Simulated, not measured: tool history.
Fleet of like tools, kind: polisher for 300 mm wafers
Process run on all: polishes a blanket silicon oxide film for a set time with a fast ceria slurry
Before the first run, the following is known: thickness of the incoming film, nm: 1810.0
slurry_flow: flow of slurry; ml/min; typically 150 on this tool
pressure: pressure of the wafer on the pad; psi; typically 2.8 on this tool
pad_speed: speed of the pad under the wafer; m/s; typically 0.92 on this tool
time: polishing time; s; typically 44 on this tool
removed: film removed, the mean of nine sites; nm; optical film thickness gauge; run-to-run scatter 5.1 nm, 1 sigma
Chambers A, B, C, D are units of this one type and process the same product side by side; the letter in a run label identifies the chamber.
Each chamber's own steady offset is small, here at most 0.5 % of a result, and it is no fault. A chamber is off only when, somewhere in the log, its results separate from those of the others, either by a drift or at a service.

run,hour,slurry_flow,pressure,pad_speed,time,wafers polished on this pad,hours since the slurry nozzle was cleaned,hours since the head pressure was calibrated,removed
1D,4.6,150,2.8,0.92,44,989,664.6,129.3,661.64
2A,11.1,150,2.8,0.92,44,144,544.9,943.4,663.65
3B,17.4,150,2.8,0.92,44,576,703.1,230.2,656.69
4C,24.4,150,2.8,0.92,44,262,419.6,63.1,650.97
# hour 24.6: chamber B: worn pad replaced by a new one
# hour 26.2: chamber D: worn pad replaced by a new one
# hour 29.4: chamber B: slurry nozzle cleaned
5A,31.3,150,2.8,0.92,44,344,565.1,963.6,663.87
6D,36.0,150,2.8,0.92,44,96,696.0,160.7,659.32
7C,41.7,150,2.8,0.92,44,433,436.9,80.4,646.90
8B,48.3,150,2.8,0.92,44,234,18.9,261.1,653.91
# hour 50.0: chamber A: worn pad replaced by a new one
# hour 50.5: chamber C: worn pad replaced by a new one
9C,54.1,150,2.8,0.92,44,35,449.3,92.8,650.87
10A,61.9,150,2.8,0.76,44,117,595.7,994.2,542.38
# hour 68.4: chamber C: slurry nozzle cleaned
11D,68.8,150,2.8,0.76,44,421,728.8,193.5,548.86
12B,74.6,150,2.8,0.76,44,494,45.2,287.4,541.47
13D,80.2,150,2.8,0.76,44,533,740.2,204.9,546.46
14B,87.9,130,2.8,0.92,44,626,58.5,300.7,643.22
# hour 91.2: chamber D: slurry nozzle cleaned
15C,91.5,130,2.8,0.92,44,405,23.1,130.2,647.80
# hour 91.6: chamber B: worn pad replaced by a new one
# hour 95.6: chamber A: worn pad replaced by a new one
16A,97.7,130,2.8,0.92,44,21,631.5,1030.0,629.83
17B,105.0,130,2.8,0.92,44,133,75.6,317.8,636.96
# hour 106.9: chamber C: worn pad replaced by a new one
18C,113.0,150,2.8,0.92,44,60,44.6,151.7,652.89
19D,120.8,150,2.8,0.92,44,935,29.7,245.5,654.04
20A,125.3,150,2.8,0.92,44,293,659.1,1057.6,651.24
21B,132.2,150,2.8,0.92,44,402,102.8,345.0,657.74
22A,137.2,150,2.8,0.92,44,411,671.0,1069.5,642.61
23C,142.9,150,2.8,0.92,44,356,74.5,181.6,654.57
# hour 143.0: chamber D: worn pad replaced by a new one
24D,150.3,150,2.8,0.92,44,72,59.2,275.0,662.92
# hour 155.0: chamber A: worn pad replaced by a new one
25A,156.0,150,2.8,0.92,44,10,689.8,1088.3,643.38
# hour 159.0: chamber C: worn pad replaced by a new one
26C,160.9,150,2.8,0.92,44,18,92.5,199.6,657.56
# hour 164.8: chamber B: worn pad replaced by a new one
27D,167.9,150,2.8,0.92,44,246,76.8,292.6,654.89
28B,174.8,150,2.8,0.92,44,99,145.4,387.6,657.83
29A,180.2,150,2.8,0.92,44,249,714.0,1112.5,632.03
30D,186.6,150,2.8,0.92,44,431,95.5,311.3,658.94
31C,194.5,150,2.8,0.92,44,351,126.1,233.2,656.33
32B,199.2,150,2.8,0.92,44,340,169.8,412.0,660.13
33D,204.6,150,2.8,0.92,44,609,113.5,329.3,661.32
# hour 206.6: chamber A: worn pad replaced by a new one
34C,208.9,150,2.8,1.02,44,493,140.5,247.6,721.74
# hour 215.6: chamber C: worn pad replaced by a new one
35B,216.4,150,2.8,1.02,44,510,187.0,429.2,728.95
36A,221.9,150,2.8,1.02,44,151,755.7,1154.2,694.72
37C,229.1,150,2.8,1.02,44,133,160.7,267.8,727.40
38B,233.4,150,2.8,0.92,44,678,204.0,446.2,664.06
39D,241.0,150,2.8,0.92,44,969,149.9,365.7,660.11

Predict what each chamber gives when all 4 of them run the settings below next.
40A,246.9,150,2.8,1.12,44,,,,?
40B,246.9,150,2.8,1.12,44,,,,?
40C,246.9,150,2.8,1.12,44,,,,?
40D,246.9,150,2.8,1.12,44,,,,?

run,removed
40A,767.16
40B,801.64
40C,785.02
40D,804.06
